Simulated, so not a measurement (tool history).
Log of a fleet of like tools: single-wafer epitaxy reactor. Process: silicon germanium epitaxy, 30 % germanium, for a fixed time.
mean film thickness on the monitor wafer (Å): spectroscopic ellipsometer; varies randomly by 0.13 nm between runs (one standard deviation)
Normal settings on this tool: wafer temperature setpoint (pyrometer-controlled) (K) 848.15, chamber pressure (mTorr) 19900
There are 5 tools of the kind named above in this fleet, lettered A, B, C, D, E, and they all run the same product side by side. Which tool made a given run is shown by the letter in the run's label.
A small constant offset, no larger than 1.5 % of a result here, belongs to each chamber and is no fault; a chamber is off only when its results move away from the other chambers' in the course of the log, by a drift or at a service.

run	hour	wafer temperature setpoint (pyrometer-controlled) (K)	chamber pressure (mTorr)	read-back reference wafer on the same gauge, thickness_nm	mean film thickness on the monitor wafer (Å)
1E	5.9	848.15	19900	41.613	365.51
2C	11.9	848.15	19900	41.641	367.84
3D	19.8	848.15	19900	41.644	373.48
4B	27.7	848.15	19900	41.576	369.55
5A	37.1	848.15	19900	41.578	365.13
6C	44.5	848.15	19900	41.596	367.32
7E	50.1	848.15	19900	41.611	366.98
8B	56.9	848.15	19900	41.591	370.23
9A	65.3	848.15	19900	41.573	364.51
10D	74.0	848.15	15000	41.616	333.72
11B	80.1	848.15	15000	41.626	330.73
12E	86.4	848.15	15000	41.630	328.92
13D	94.8	848.15	15000	41.624	332.37
14C	104.7	848.15	15000	41.605	328.59
15A	114.2	848.15	19900	41.593	365.85
16E	121.6	848.15	19900	41.612	365.81
17D	131.6	848.15	19900	41.600	371.91
18C	137.2	848.15	19900	41.608	369.50
19A	147.9	848.15	19900	41.589	367.17
20B	156.3	848.15	19900	41.646	364.93
21B	161.6	848.15	19900	41.614	370.08
22D	172.4	848.15	19900	41.572	373.32
23E	180.0	848.15	19900	41.567	367.91
24A	187.6	848.15	19900	41.610	363.73
# hour 189.1: chamber E: pyrometer calibrated
# hour 194.4: chamber C: pyrometer calibrated
25C	197.3	848.15	19900	41.586	351.79
26C	208.0	848.15	19900	41.604	350.85
27D	219.1	848.15	19900	41.609	373.12
28B	225.2	848.15	19900	41.614	367.33
29E	235.7	848.15	19900	41.597	367.92
30A	241.0	848.15	19900	41.589	366.21
31E	250.2	855.15	21900	41.597	436.30
32C	259.5	855.15	21900	41.595	418.81
# hour 261.0: chamber B: pyrometer calibrated
33D	268.1	855.15	21900	41.622	445.18
34A	273.9	855.15	21900	41.593	434.94
35B	280.7	855.15	21900	41.588	439.11
36B	289.2	848.15	19900	41.622	368.47
37C	294.7	848.15	19900	41.581	351.60
38A	301.1	848.15	19900	41.581	364.97
39E	309.6	848.15	19900	41.587	368.44
40D	316.3	848.15	19900	41.614	373.85
41A	321.4	862.15	15100	41.587	427.27
42B	330.8	862.15	15100	41.591	431.76
43D	341.2	862.15	15100	41.613	439.25

Which is it: a chamber that has drifted or been left off by a service, a gauge drift common to all chambers, or only each chamber's usual small offset? If a chamber is off, name it and its likeliest cause.

Chamber C has stood off from the others ever since a service on it.
Cause: wafer temperature below the value expected at the setpoint (K) = 2.16.

Chamber C could run next with any of the 4 candidate recipes listed below; each alters the usual settings, and their results appear as question marks. Which one brings its results back in line with what the other chambers deliver on the usual settings?
Counts as in line when no further than this from what the other chambers average on the usual settings: mean film thickness on the monitor wafer (Å) 4.70
44C-1	349.6	846.15	19700		?
44C-2	349.6	852.15	19900		?
44C-3	349.6	850.15	20100		?
44C-4	349.6	844.15	19900		?

On the usual settings, the other chambers give on average: mean film thickness on the monitor wafer (Å) 368.68
run	mean film thickness on the monitor wafer (Å)
44C-1	337.25
44C-2	380.42
44C-3	367.46
44C-4	325.59
The right change is 44C-3: it brings the chamber back within the allowed miss of the others.
